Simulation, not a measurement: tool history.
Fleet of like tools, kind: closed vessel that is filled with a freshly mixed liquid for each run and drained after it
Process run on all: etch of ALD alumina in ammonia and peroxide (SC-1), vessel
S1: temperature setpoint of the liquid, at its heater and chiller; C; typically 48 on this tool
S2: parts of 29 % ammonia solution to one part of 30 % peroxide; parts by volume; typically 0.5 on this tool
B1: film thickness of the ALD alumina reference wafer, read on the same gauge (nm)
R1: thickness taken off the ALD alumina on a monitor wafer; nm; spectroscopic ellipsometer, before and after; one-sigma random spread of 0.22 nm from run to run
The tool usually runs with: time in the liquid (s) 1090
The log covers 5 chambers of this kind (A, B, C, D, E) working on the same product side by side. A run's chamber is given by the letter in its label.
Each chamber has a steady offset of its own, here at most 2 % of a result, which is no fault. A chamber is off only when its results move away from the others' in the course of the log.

run 1A hour=8.2 | S1=48 S2=0.5 time_in_the_liquid_(s)=1090 | B1=120.02 | R1=38.765
-- hour=15 chamber B: ammonia flow meter replaced
run 2C hour=15.3 | S1=48 S2=0.5 time_in_the_liquid_(s)=1090 | B1=120 | R1=39.4
run 3D hour=26.7 | S1=48 S2=0.5 time_in_the_liquid_(s)=1090 | B1=119.99 | R1=38.531
-- hour=34.6 chamber B: thermometer replaced
run 4E hour=37.5 | S1=48 S2=0.5 time_in_the_liquid_(s)=1090 | B1=119.99 | R1=38.98
run 5B hour=43.4 | S1=48 S2=0.5 time_in_the_liquid_(s)=1090 | B1=119.99 | R1=38.03
run 6D hour=52.8 | S1=48 S2=0.5 time_in_the_liquid_(s)=1090 | B1=119.99 | R1=38.49
run 7E hour=62.2 | S1=48 S2=0.5 time_in_the_liquid_(s)=1090 | B1=120 | R1=38.854
run 8B hour=75.5 | S1=48 S2=0.5 time_in_the_liquid_(s)=1090 | B1=119.99 | R1=38.113
run 9A hour=82.3 | S1=48 S2=0.5 time_in_the_liquid_(s)=1090 | B1=120 | R1=38.34
run 10C hour=90.6 | S1=42.5 S2=0.3 time_in_the_liquid_(s)=1090 | B1=119.99 | R1=27.123
run 11D hour=100.4 | S1=42.5 S2=0.3 time_in_the_liquid_(s)=1090 | B1=120 | R1=26.879
run 12C hour=112.4 | S1=42.5 S2=0.3 time_in_the_liquid_(s)=1090 | B1=119.99 | R1=27.296
run 13E hour=118.5 | S1=42.5 S2=0.3 time_in_the_liquid_(s)=1090 | B1=119.99 | R1=27.192
run 14A hour=129.5 | S1=42.5 S2=0.3 time_in_the_liquid_(s)=1090 | B1=120.01 | R1=26.794
run 15B hour=137.9 | S1=48 S2=0.6 time_in_the_liquid_(s)=1090 | B1=120.01 | R1=39.103
run 16C hour=147.3 | S1=48 S2=0.6 time_in_the_liquid_(s)=1090 | B1=119.98 | R1=39.873
run 17E hour=159.5 | S1=48 S2=0.6 time_in_the_liquid_(s)=1090 | B1=120 | R1=39.641
run 18B hour=172.6 | S1=48 S2=0.6 time_in_the_liquid_(s)=1090 | B1=120.02 | R1=38.974
run 19A hour=183.9 | S1=48 S2=0.6 time_in_the_liquid_(s)=1090 | B1=120 | R1=39.195
run 20D hour=191 | S1=48 S2=0.5 time_in_the_liquid_(s)=1090 | B1=119.99 | R1=38.671
run 21E hour=197.9 | S1=48 S2=0.5 time_in_the_liquid_(s)=1090 | B1=119.98 | R1=38.968
run 22C hour=207.2 | S1=48 S2=0.5 time_in_the_liquid_(s)=1090 | B1=119.99 | R1=38.305
-- hour=207.9 chamber A: new drum of ammonia solution connected
run 23B hour=213.3 | S1=48 S2=0.5 time_in_the_liquid_(s)=1090 | B1=120.02 | R1=38.097
run 24A hour=222.1 | S1=48 S2=0.5 time_in_the_liquid_(s)=1090 | B1=119.99 | R1=38.4
run 25D hour=232.6 | S1=48 S2=0.5 time_in_the_liquid_(s)=1090 | B1=119.99 | R1=38.536
run 26C hour=242.3 | S1=48 S2=0.5 time_in_the_liquid_(s)=1090 | B1=119.98 | R1=38.391
run 27E hour=252.4 | S1=48 S2=0.5 time_in_the_liquid_(s)=1090 | B1=120.02 | R1=38.582
run 28B hour=261.8 | S1=48 S2=0.5 time_in_the_liquid_(s)=1090 | B1=120 | R1=38.02
run 29A hour=274.7 | S1=48 S2=0.5 time_in_the_liquid_(s)=1090 | B1=120 | R1=39.034
run 30D hour=281.7 | S1=48 S2=0.5 time_in_the_liquid_(s)=620 | B1=120 | R1=21.735
run 31A hour=289.9 | S1=48 S2=0.5 time_in_the_liquid_(s)=620 | B1=120 | R1=22.01
run 32E hour=297.3 | S1=48 S2=0.5 time_in_the_liquid_(s)=620 | B1=120 | R1=22.215
-- hour=298.7 chamber C: ammonia flow meter replaced
run 33B hour=303.9 | S1=48 S2=0.5 time_in_the_liquid_(s)=620 | B1=120.01 | R1=21.685
run 34D hour=312.1 | S1=48 S2=0.5 time_in_the_liquid_(s)=620 | B1=120.01 | R1=22.179
run 35C hour=324.8 | S1=48 S2=0.5 time_in_the_liquid_(s)=1090 | B1=120 | R1=37.711
run 36D hour=332.2 | S1=48 S2=0.5 time_in_the_liquid_(s)=1090 | B1=120 | R1=38.81
run 37B hour=341.9 | S1=48 S2=0.5 time_in_the_liquid_(s)=1090 | B1=119.99 | R1=38.364
run 38A hour=353.7 | S1=48 S2=0.5 time_in_the_liquid_(s)=1090 | B1=120.01 | R1=38.681
run 39E hour=361 | S1=48 S2=0.5 time_in_the_liquid_(s)=1090 | B1=120.01 | R1=38.895
run 40C hour=369.5 | S1=54.5 S2=0.65 time_in_the_liquid_(s)=1090 | B1=120.01 | R1=53.84
run 41D hour=378.3 | S1=54.5 S2=0.65 time_in_the_liquid_(s)=1090 | B1=120 | R1=55.99
run 42E hour=388.1 | S1=54.5 S2=0.65 time_in_the_liquid_(s)=1090 | B1=119.98 | R1=56.647
run 43A hour=394.9 | S1=54.5 S2=0.65 time_in_the_liquid_(s)=1090 | B1=119.99 | R1=56.328
run 44B hour=406.3 | S1=54.5 S2=0.65 time_in_the_liquid_(s)=1090 | B1=120.01 | R1=55.652

Does one chamber stand apart from the rest, does the shared gauge drift, or is all well apart from small per-chamber offsets? Give the chamber and the most likely cause, where there is one.

It is chamber C that slowly wanders off from its peers.
What lies behind it: liquid colder than its thermometer reads (K) = 1.07.

Here are 4 candidates for chamber C's next run, each the usual settings with a change, their results left as question marks. Which one brings its results back in line with what the others give on the usual settings?
In-line tolerance around the mean of the other chambers on the usual settings: R1 0.77 nm
run 45C-1 hour=415.9 | S1=48 S2=0.5 time_in_the_liquid_(s)=1095 | R1=?
run 45C-2 hour=415.9 | S1=47.5 S2=0.5 time_in_the_liquid_(s)=1065 | R1=?
run 45C-3 hour=415.9 | S1=48 S2=0.45 time_in_the_liquid_(s)=1090 | R1=?
run 45C-4 hour=415.9 | S1=48.5 S2=0.5 time_in_the_liquid_(s)=1115 | R1=?

On the usual settings, the other chambers give on average: R1 38.545 nm
run=45C-1 R1=37.095
run=45C-2 R1=35.077
run=45C-3 R1=36.563
run=45C-4 R1=38.825
45C-4 puts the chamber back in line with the other chambers.
